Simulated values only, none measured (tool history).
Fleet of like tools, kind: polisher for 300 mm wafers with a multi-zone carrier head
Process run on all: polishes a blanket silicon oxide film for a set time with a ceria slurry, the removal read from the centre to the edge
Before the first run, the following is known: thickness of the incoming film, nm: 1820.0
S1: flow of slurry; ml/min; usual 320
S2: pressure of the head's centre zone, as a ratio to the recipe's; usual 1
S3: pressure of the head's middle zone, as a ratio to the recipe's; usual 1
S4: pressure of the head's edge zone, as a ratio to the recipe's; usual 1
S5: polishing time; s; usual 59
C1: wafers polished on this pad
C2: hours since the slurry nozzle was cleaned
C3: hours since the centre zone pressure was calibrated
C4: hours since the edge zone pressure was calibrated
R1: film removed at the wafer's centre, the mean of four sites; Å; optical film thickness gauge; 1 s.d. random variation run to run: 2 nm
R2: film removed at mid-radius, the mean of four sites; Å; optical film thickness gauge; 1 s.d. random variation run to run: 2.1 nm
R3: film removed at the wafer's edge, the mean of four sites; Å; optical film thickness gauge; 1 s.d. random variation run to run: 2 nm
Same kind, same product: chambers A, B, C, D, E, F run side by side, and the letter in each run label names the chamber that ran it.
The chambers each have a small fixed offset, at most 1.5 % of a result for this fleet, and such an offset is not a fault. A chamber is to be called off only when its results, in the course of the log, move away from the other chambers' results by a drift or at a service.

run     day   S1    S2   S3  S4  S5    C1     C2      C3      C4      R1      R2      R3
      0.229  -- chamber F: worn pad replaced by a new one
 1C   0.238  320     1    1   1  59   521  257.7   255.8   305.4  1550.5  1553.8  1596.5
 2A   0.458  320     1    1   1  59   572  541.9   727.5   693.9  1552.9  1584.2  1555.2
       0.65  -- chamber D: worn pad replaced by a new one
 3E   0.921  320     1    1   1  59   350  281.4   790.6   580.8  1564.3  1571.4  1564.7
      0.933  -- chamber E: edge zone pressure recalibrated
      1.112  -- chamber C: slurry nozzle cleaned
      1.183  -- chamber C: worn pad replaced by a new one
 4B   1.342  320     1    1   1  59   798   64.2   120.7     225  1543.9  1593.8  1571.7
 5F   1.608  320     1    1   1  59   417  314.3     337     735    1549  1592.5  1579.1
 6D   2.033  320     1    1   1  59   419  447.7     168    1284  1526.7  1556.9  1555.8
      2.225  -- chamber F: edge zone pressure recalibrated
 7E   2.304  320     1    1   1  59   768  314.6   823.8      33    1578  1551.6  1548.5
      2.483  -- chamber B: worn pad replaced by a new one
 8D   2.608  320     1    1   1  59   593  461.5   181.8  1297.8  1535.3  1585.1  1551.4
      2.688  -- chamber E: worn pad replaced by a new one
 9A   3.029  320     1    1   1  59  1350  603.6   789.2   755.6  1565.9  1556.1  1524.4
10C   3.254  320     1    1   1  59   626   51.4   328.2   377.8  1573.3  1561.5  1532.2
11B   3.525  320     1    1   1  59   315  116.6   173.1   277.4  1555.4  1538.2  1534.7
        3.7  -- chamber D: worn pad replaced by a new one
      3.721  -- chamber D: edge zone pressure recalibrated
12F   3.854  320     1    1   1  59  1097  368.2   390.9    39.1  1562.1  1579.5  1563.8
      3.938  -- chamber C: worn pad replaced by a new one
      4.133  -- chamber F: worn pad replaced by a new one
13F   4.258  320     1    1   1  59    38  377.9   400.6    48.8  1577.3  1531.3  1562.7
14E   4.571  320     1    1   1  59   570    369   878.2    87.4    1557  1550.4  1520.9
15C   5.012  320     1    1   1  59   325   93.6   370.4     420  1574.3  1567.1  1560.1
16D   5.246  320     1    1   1  59   468  524.8   245.1    36.7  1545.8  1555.6  1536.7
      5.458  -- chamber E: worn pad replaced by a new one
17B   5.567  320     1    1   1  59   933  165.6   222.1   326.4  1542.1  1594.4  1544.7
       5.85  -- chamber B: worn pad replaced by a new one
18A   5.867  265     1  0.9   1  59  2208  671.7   857.3   823.7  1524.5  1362.5  1526.5
19E   6.204  265     1  0.9   1  59   226  408.2   917.4   126.6  1567.8  1352.5  1556.4
20C   6.617  265     1  0.9   1  59   811  132.1   408.9   458.5  1506.4  1391.9  1542.6
      6.792  -- chamber C: worn pad replaced by a new one
21F   6.854  265     1  0.9   1  59   823  440.2   462.9   111.1  1497.9  1422.5  1553.4
      6.988  -- chamber D: worn pad replaced by a new one
22A   7.317  265     1  0.9   1  59  2647  706.5   892.1   858.5    1490  1347.2  1486.1
23B   7.808  265     1  0.9   1  59   592  219.4   275.9   380.2  1516.7  1382.9  1531.3
24D   8.071  420  0.91    1   1  59   328  592.6   312.9   104.5    1444  1595.3  1537.1
25C   8.375  420  0.91    1   1  59   478  174.3   451.1   500.7  1445.8  1590.5  1563.2
      8.617  -- chamber F: worn pad replaced by a new one
      8.638  -- chamber E: worn pad replaced by a new one
26F   8.671  420  0.91    1   1  59    17  483.8   506.5   154.7  1454.9  1626.7  1579.1
27E   9.154  420  0.91    1   1  59   156    479   988.2   197.4    1469    1609    1573
28B   9.467  420  0.91    1   1  59  1094  259.2   315.7     420  1423.1    1620  1572.7
      9.838  -- chamber C: worn pad replaced by a new one
      9.871  -- chamber B: worn pad replaced by a new one
29A   9.942  420  0.91    1   1  59  3441  769.5   955.1   921.5  1361.6  1483.9  1486.1
     10.042  -- chamber D: worn pad replaced by a new one
30D  10.446  320     1    1   1  59   123  649.6   369.9   161.5  1556.9    1576  1564.5
31B  10.954  320  0.95    1   1  59   327  294.9   351.4   455.7  1466.7    1575  1544.7
     11.312  -- chamber E: worn pad replaced by a new one
32E  11.342  320  0.95    1   1  59     9  531.5  1040.7   249.9  1478.2  1538.4  1555.6
     11.392  -- chamber F: slurry nozzle cleaned
     11.396  -- chamber D: slurry nozzle cleaned
33F  11.696  320  0.95    1   1  59   932    7.3   579.1   227.3  1451.1  1568.4  1549.7
34A  11.975  320  0.95    1   1  59  4056  818.3  1003.9   970.3  1331.4  1415.5  1451.2
       12.1  -- chamber C: slurry nozzle cleaned
35C  12.417  320  0.95    1   1  59   780    7.6   548.1   597.7  1458.1    1597  1561.1
36D   12.85  320  0.95    1   1  59   850   34.9   427.6   219.2  1451.9  1526.9  1571.3
     12.858  -- chamber C: worn pad replaced by a new one
37A  13.212  320     1    1   1  59  4430    848  1033.6    1000  1393.6  1378.8  1412.1
38D  13.446  320     1    1   1  59  1030   49.2   441.9   233.5  1543.5  1527.2    1572
     13.467  -- chamber B: worn pad replaced by a new one
     13.854  -- chamber E: slurry nozzle cleaned
39C   13.95  320     1    1   1  59   331   44.4   584.9   634.5  1552.1  1575.7  1551.5
40B  14.304  320     1    1   1  59   253  375.3   431.8   536.1  1567.6  1544.2  1541.1
     14.442  -- chamber E: worn pad replaced by a new one
41E   14.55  320     1    1   1  59    33   16.8  1117.7   326.9  1588.3  1562.9  1533.6

All 6 chambers run these settings next. Forecast each chamber's results:
42A  14.917  320   1   1   1  59                   ?   ?   ?
42B  14.917  320   1   1   1  59                   ?   ?   ?
42C  14.917  320   1   1   1  59                   ?   ?   ?
42D  14.917  320   1   1   1  59                   ?   ?   ?
42E  14.917  320   1   1   1  59                   ?   ?   ?
42F  14.917  320   1   1   1  59                   ?   ?   ?

run      R1      R2      R3
42A  1364.8  1330.8  1358.8
42B  1560.6  1551.2    1544
42C  1542.1    1601  1549.4
42D  1570.4  1566.5  1560.6
42E  1573.1  1579.8  1552.2
42F  1582.9  1525.5  1571.6
